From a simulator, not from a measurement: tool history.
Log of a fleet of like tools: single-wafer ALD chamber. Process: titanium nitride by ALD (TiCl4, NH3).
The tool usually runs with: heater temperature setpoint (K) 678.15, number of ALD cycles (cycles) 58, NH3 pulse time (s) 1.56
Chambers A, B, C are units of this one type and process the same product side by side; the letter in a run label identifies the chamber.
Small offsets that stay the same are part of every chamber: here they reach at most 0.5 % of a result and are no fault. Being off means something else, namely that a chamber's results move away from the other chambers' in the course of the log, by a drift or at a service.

run	day	heater temperature setpoint (K)	number of ALD cycles (cycles)	NH3 pulse time (s)	hours since the last thermocouple change	read-back reference wafer on the same gauge, thickness_nm	mean film thickness on the monitor wafer (nm)
1C	0.312	678.15	58	1.56	1298.1	1.1201	1.2777
2A	0.492	678.15	58	1.56	1833.9	1.1204	1.2697
3B	0.833	678.15	58	1.56	408.1	1.1209	1.2701
4B	1.033	678.15	58	1.56	412.9	1.1207	1.2726
5C	1.267	678.15	58	1.56	1321	1.1207	1.2785
6A	1.512	678.15	58	1.83	1858.4	1.1206	1.2828
7B	1.829	678.15	58	1.83	432	1.121	1.2825
8A	2.038	678.15	58	1.83	1871	1.1211	1.2838
9C	2.246	678.15	58	1.56	1344.5	1.1216	1.2726
10A	2.592	678.15	58	1.56	1884.3	1.1212	1.2755
11C	2.767	678.15	58	1.56	1357	1.122	1.2754
12B	3.071	693.15	64	1.56	461.8	1.1221	1.4187
13B	3.288	693.15	64	1.56	467	1.1221	1.4181
14A	3.612	693.15	64	1.56	1908.8	1.1223	1.4164
15C	3.788	678.15	58	1.56	1381.5	1.1222	1.2781
16C	4.008	678.15	58	1.56	1386.8	1.1222	1.277
17B	4.292	678.15	58	1.56	491.1	1.1225	1.2718
18A	4.617	678.15	58	1.56	1932.9	1.1223	1.278
19B	4.854	678.15	58	1.56	504.6	1.1229	1.2745
20C	5.075	678.15	58	1.56	1412.4	1.123	1.2766
21A	5.229	678.15	58	1.56	1947.6	1.1229	1.2757
22A	5.412	678.15	48	1.79	1952	1.123	1.0611
23B	5.733	678.15	48	1.79	525.7	1.1234	1.0614
24C	6.054	678.15	48	1.79	1435.9	1.1231	1.0637
25B	6.217	678.15	58	1.56	537.3	1.1232	1.2745
26C	6.479	678.15	58	1.56	1446.1	1.1237	1.2813
27A	6.708	678.15	58	1.56	1983.1	1.1238	1.2764
28A	6.983	678.15	58	1.56	1989.7	1.1245	1.2778
29B	7.15	678.15	49	2.17	559.7	1.124	1.0914
30C	7.412	678.15	49	2.17	1468.5	1.1242	1.0926
31B	7.583	678.15	49	2.17	570.1	1.1244	1.0915
32A	7.896	678.15	58	1.56	2011.6	1.1244	1.2822
33C	8.167	678.15	58	1.56	1486.6	1.1249	1.2773
34C	8.329	678.15	58	1.56	1490.5	1.1251	1.2814
35B	8.654	678.15	58	1.56	595.8	1.125	1.2783
36A	8.929	678.15	58	1.56	2036.4	1.1251	1.2773
37A	9.171	678.15	58	1.56	2042.2	1.125	1.2811
38B	9.358	678.15	58	1.56	612.7	1.1255	1.2759

All chambers now run identical settings, listed one chamber a line with results as question marks. What results will each chamber show?
39A	9.612	678.15	58	1.56			?
39B	9.612	678.15	58	1.56			?
39C	9.612	678.15	58	1.56			?

run	mean film thickness on the monitor wafer (nm)
39A	1.2769
39B	1.2784
39C	1.2778
